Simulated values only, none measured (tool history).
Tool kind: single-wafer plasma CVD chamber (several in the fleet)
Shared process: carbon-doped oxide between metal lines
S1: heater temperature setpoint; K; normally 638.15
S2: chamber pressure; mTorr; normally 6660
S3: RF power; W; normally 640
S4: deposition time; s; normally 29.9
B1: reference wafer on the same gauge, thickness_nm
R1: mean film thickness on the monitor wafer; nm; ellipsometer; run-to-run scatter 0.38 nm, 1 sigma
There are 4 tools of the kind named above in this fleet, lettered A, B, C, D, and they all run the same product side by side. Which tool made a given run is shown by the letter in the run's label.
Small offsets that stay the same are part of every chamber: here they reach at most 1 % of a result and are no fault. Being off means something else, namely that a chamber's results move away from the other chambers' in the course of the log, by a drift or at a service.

run     day      S1    S2   S3    S4      B1      R1
 1B   0.392  638.15  6660  640  29.9  161.03  178.18
 2A   0.712  638.15  6660  640  29.9  160.98  175.72
 3D   1.075  638.15  6660  640  29.9  160.88  176.28
 4C   1.558  638.15  6660  640  29.9  161.02  176.25
 5B   1.921  638.15  6660  640  29.9  161.07  178.45
 6D   2.308  638.15  6660  640  29.9   160.9  176.91
 7C   2.638  638.15  6660  640  29.9  160.88  176.32
 8A   2.867  638.15  6660  745  29.9  160.95  194.09
 9A   3.196  638.15  6660  745  29.9  161.03  193.33
10C   3.546  638.15  6660  745  29.9  160.99  193.43
11D   3.888  638.15  6660  745  29.9  161.06  192.94
12B   4.258  638.15  6660  640  29.9  161.05  178.87
13D   4.538  638.15  6660  640  29.9  161.09  175.77
14A   4.896  638.15  5900  640  31.7     161  184.68
15C   5.196  638.15  5900  640  31.7  160.99  184.41
16B   5.671  638.15  5900  640  31.7     161  186.71
17D   5.921  638.15  5900  640  31.7  160.97  184.76
18A   6.371  638.15  6660  640  29.9  161.06  176.54
19C   6.588  638.15  6660  640  29.9     161   176.9
      6.621  -- chamber A: capacitance manometer re-zeroed and calibrated
20B   6.979  638.15  6660  715  29.9     161  190.55
21C   7.475  638.15  6660  715  29.9  160.97  188.52
22D   7.917  638.15  6660  715  29.9  161.04  187.88
23A   8.288  638.15  6660  715  29.9  160.94  188.65
24B    8.75  638.15  6660  640  29.9  161.03  178.55
25D   9.021  638.15  6660  640  29.9  161.01  176.94
26C   9.467  630.15  8040  640  29.9  161.04  182.81
27B   9.892  630.15  8040  640  29.9  160.94  184.02
28A  10.246  630.15  8040  640  29.9  160.89  181.85
29C  10.575  630.15  8040  640  29.9  161.02  182.44
30A  10.992  638.15  6660  640  29.9  161.01  176.84
31D  11.317  638.15  6660  640  29.9  160.93  175.78
32B  11.738  638.15  6660  640  29.9  161.01  178.33
33A  12.079  638.15  6660  640  29.9  160.99  176.48
34C  12.404  638.15  6660  640  29.9  160.91  176.32
35B  12.846  638.15  6660  640  29.9  160.98  178.39
36D  13.175  638.15  6660  640  29.9  161.12  176.53
37B  13.575  638.15  6660  640  29.9  160.99  178.81
38C  13.888  638.15  6660  640  29.9  160.96  176.33
39A  14.254  638.15  6660  640  29.9  160.99  176.88

All 4 chambers run these settings next. Forecast each chamber's results:
40A  14.608  638.15  6660  640  29.9       ?
40B  14.608  638.15  6660  640  29.9       ?
40C  14.608  638.15  6660  640  29.9       ?
40D  14.608  638.15  6660  640  29.9       ?

run      R1
40A   176.9
40B   178.3
40C  176.59
40D  176.76

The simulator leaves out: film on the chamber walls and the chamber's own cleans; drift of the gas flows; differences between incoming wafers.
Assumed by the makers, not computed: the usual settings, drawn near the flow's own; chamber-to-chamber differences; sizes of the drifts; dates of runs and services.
